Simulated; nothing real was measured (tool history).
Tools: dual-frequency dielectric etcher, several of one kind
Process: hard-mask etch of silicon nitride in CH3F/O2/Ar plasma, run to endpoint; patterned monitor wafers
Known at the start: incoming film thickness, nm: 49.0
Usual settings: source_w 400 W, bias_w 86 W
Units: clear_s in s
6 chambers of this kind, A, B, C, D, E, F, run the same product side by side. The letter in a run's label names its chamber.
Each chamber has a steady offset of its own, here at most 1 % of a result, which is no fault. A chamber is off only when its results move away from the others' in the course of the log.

At day 0.221: chamber C: wet clean of the chamber.
Run 1A, day 0.433: usual settings. Result: clear_s 67.063 s.
Run 2C, day 0.925: usual settings. Result: clear_s 67.193 s.
Run 3B, day 1.521: usual settings. Result: clear_s 66.941 s.
Run 4F, day 2.125: usual settings. Result: clear_s 65.962 s.
At day 2.504: chamber A: wet clean of the chamber.
Run 5E, day 2.504: usual settings. Result: clear_s 66.959 s.
At day 2.842: chamber D: wet clean of the chamber.
Run 6D, day 3.029: usual settings. Result: clear_s 65.264 s.
Run 7A, day 3.379: usual settings. Result: clear_s 66.699 s.
At day 3.538: chamber C: source power generator calibrated.
Run 8F, day 3.975: usual settings. Result: clear_s 65.759 s.
Run 9B, day 4.483: usual settings. Result: clear_s 66.396 s.
Run 10D, day 5.117: usual settings. Result: clear_s 66.283 s.
Run 11C, day 5.446: usual settings. Result: clear_s 66.844 s.
Run 12E, day 5.804: usual settings. Result: clear_s 66.417 s.
Run 13E, day 6.358: usual settings. Result: clear_s 66.856 s.
Run 14F, day 6.742: usual settings. Result: clear_s 66.158 s.
Run 15C, day 7.075: usual settings. Result: clear_s 66.887 s.
Run 16D, day 7.667: usual settings but bias_w 106 W. Result: clear_s 60.878 s.
Run 17A, day 8.100: usual settings but bias_w 106 W. Result: clear_s 62.162 s.
Run 18B, day 8.567: usual settings but bias_w 106 W. Result: clear_s 62.296 s.
Run 19B, day 9.146: usual settings but bias_w 106 W. Result: clear_s 62.110 s.
Run 20E, day 9.508: usual settings but bias_w 106 W. Result: clear_s 61.764 s.
Run 21F, day 10.075: usual settings but bias_w 106 W. Result: clear_s 60.868 s.
Run 22A, day 10.471: usual settings. Result: clear_s 67.032 s.
Run 23C, day 11.083: usual settings. Result: clear_s 66.164 s.
Run 24D, day 11.592: usual settings. Result: clear_s 66.952 s.
Run 25E, day 11.933: usual settings. Result: clear_s 66.892 s.
Run 26B, day 12.346: usual settings. Result: clear_s 66.668 s.
At day 12.538: chamber D: bias power generator calibrated.
At day 12.538: chamber B: source power generator calibrated.
Run 27C, day 12.829: usual settings. Result: clear_s 66.945 s.
Run 28A, day 13.117: usual settings but source_w 440 W. Result: clear_s 63.423 s.
At day 13.208: chamber F: wet clean of the chamber.
Run 29F, day 13.750: usual settings but source_w 440 W. Result: clear_s 63.547 s.
Run 30D, day 14.217: usual settings but source_w 440 W. Result: clear_s 62.900 s.
Run 31D, day 14.842: usual settings but source_w 440 W. Result: clear_s 64.010 s.
At day 15.162: chamber B: wet clean of the chamber.
Run 32B, day 15.188: usual settings but source_w 440 W. Result: clear_s 64.238 s.
At day 15.358: chamber E: source power generator calibrated.
Run 33F, day 15.492: usual settings but source_w 440 W. Result: clear_s 63.493 s.
Run 34C, day 16.017: usual settings. Result: clear_s 66.749 s.
Run 35A, day 16.308: usual settings but bias_w 71 W. Result: clear_s 70.791 s.
Run 36E, day 16.771: usual settings but bias_w 71 W. Result: clear_s 70.650 s.
Run 37E, day 17.317: usual settings but bias_w 71 W. Result: clear_s 70.559 s.
Run 38C, day 17.921: usual settings but bias_w 71 W. Result: clear_s 70.605 s.
Run 39F, day 18.304: usual settings but bias_w 71 W. Result: clear_s 70.602 s.

What goes on in this fleet: one chamber off, a drifting gauge, or nothing beyond the chambers' own small offsets? Name the chamber and the cause, if any.

No chamber stands off beyond its own small offset, and the gauge holds steady.
